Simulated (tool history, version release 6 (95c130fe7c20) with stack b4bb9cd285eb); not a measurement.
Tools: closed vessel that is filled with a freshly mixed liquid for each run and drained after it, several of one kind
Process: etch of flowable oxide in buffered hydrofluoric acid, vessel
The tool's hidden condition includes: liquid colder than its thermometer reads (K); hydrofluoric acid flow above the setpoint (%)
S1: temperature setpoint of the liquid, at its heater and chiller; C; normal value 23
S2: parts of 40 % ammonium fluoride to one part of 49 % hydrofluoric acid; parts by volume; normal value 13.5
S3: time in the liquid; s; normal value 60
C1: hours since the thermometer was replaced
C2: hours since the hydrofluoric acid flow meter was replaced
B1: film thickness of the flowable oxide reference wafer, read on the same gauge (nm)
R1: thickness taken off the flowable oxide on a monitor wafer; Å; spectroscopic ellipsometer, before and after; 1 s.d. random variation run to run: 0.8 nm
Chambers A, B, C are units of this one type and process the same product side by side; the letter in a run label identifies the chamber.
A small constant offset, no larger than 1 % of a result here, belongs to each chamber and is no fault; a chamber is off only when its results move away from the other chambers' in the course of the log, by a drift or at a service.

run 1A day=0.342 | S1=23 S2=13.5 S3=60 | C1=476.3 C2=1092.5 | B1=69.946 | R1=999.75
run 2B day=0.600 | S1=23 S2=13.5 S3=60 | C1=920.5 C2=1266.3 | B1=70.009 | R1=999.59
run 3C day=0.975 | S1=23 S2=13.5 S3=60 | C1=455.9 C2=720.3 | B1=69.984 | R1=998.08
run 4B day=1.254 | S1=23 S2=13.5 S3=60 | C1=936.2 C2=1282.0 | B1=70.040 | R1=1006.10
run 5C day=1.688 | S1=27 S2=13.5 S3=40 | C1=473.0 C2=737.4 | B1=70.010 | R1=832.94
run 6A day=1.946 | S1=27 S2=13.5 S3=40 | C1=514.8 C2=1131.0 | B1=70.010 | R1=822.12
run 7A day=2.254 | S1=27 S2=13.5 S3=40 | C1=522.2 C2=1138.4 | B1=69.956 | R1=837.74
run 8B day=2.558 | S1=23 S2=13.5 S3=60 | C1=967.5 C2=1313.3 | B1=70.007 | R1=1007.80
run 9C day=2.904 | S1=23 S2=13.5 S3=60 | C1=502.2 C2=766.6 | B1=69.997 | R1=1029.40
run 10A day=3.154 | S1=23 S2=13.5 S3=60 | C1=543.8 C2=1160.0 | B1=70.021 | R1=1003.50
run 11C day=3.483 | S1=23 S2=13.5 S3=60 | C1=516.1 C2=780.5 | B1=69.979 | R1=1004.70
run 12B day=3.833 | S1=23 S2=13.5 S3=60 | C1=998.1 C2=1343.9 | B1=69.978 | R1=1006.70
run 13C day=4.142 | S1=23 S2=13.5 S3=60 | C1=531.9 C2=796.3 | B1=70.015 | R1=1022.20
run 14A day=4.442 | S1=23 S2=13.5 S3=60 | C1=574.7 C2=1190.9 | B1=69.952 | R1=1002.40
run 15B day=4.738 | S1=23 S2=13.5 S3=60 | C1=1019.8 C2=1365.6 | B1=70.001 | R1=1002.20
run 16B day=5.054 | S1=23 S2=13.5 S3=60 | C1=1027.4 C2=1373.2 | B1=69.971 | R1=1006.30
run 17C day=5.271 | S1=23 S2=13.5 S3=60 | C1=559.0 C2=823.4 | B1=69.989 | R1=1045.20
run 18A day=5.604 | S1=23 S2=13.5 S3=60 | C1=602.6 C2=1218.8 | B1=70.008 | R1=1003.10
run 19A day=5.942 | S1=23 S2=13.5 S3=60 | C1=610.7 C2=1226.9 | B1=69.958 | R1=996.75
-- day=6.221 chamber B: hydrofluoric acid flow meter replaced
run 20C day=6.254 | S1=23 S2=13.5 S3=60 | C1=582.6 C2=847.0 | B1=70.021 | R1=1044.50
run 21B day=6.650 | S1=23 S2=9.0 S3=60 | C1=1065.7 C2=10.3 | B1=70.012 | R1=1444.20
run 22A day=6.892 | S1=23 S2=9.0 S3=60 | C1=633.5 C2=1249.7 | B1=70.036 | R1=1447.60
-- day=6.938 chamber A: hydrofluoric acid flow meter replaced
run 23B day=7.308 | S1=23 S2=9.0 S3=60 | C1=1081.5 C2=26.1 | B1=70.032 | R1=1463.20
run 24C day=7.608 | S1=23 S2=13.5 S3=60 | C1=615.1 C2=879.5 | B1=69.980 | R1=1069.90
-- day=7.738 chamber B: thermometer replaced
run 25A day=7.871 | S1=23 S2=13.5 S3=60 | C1=657.0 C2=22.4 | B1=69.984 | R1=1002.90
run 26C day=8.271 | S1=23 S2=13.5 S3=60 | C1=631.0 C2=895.4 | B1=69.970 | R1=1077.80
run 27B day=8.621 | S1=23 S2=13.5 S3=60 | C1=21.3 C2=57.6 | B1=69.981 | R1=996.87
run 28C day=8.904 | S1=23 S2=13.5 S3=60 | C1=646.2 C2=910.6 | B1=70.008 | R1=1078.50

All 3 chambers run these settings next. Forecast each chamber's results:
run 29A day=9.221 | S1=26 S2=13.5 S3=60 | R1=?
run 29B day=9.221 | S1=26 S2=13.5 S3=60 | R1=?
run 29C day=9.221 | S1=26 S2=13.5 S3=60 | R1=?

run=29A R1=1177.70
run=29B R1=1182.80
run=29C R1=1276.40
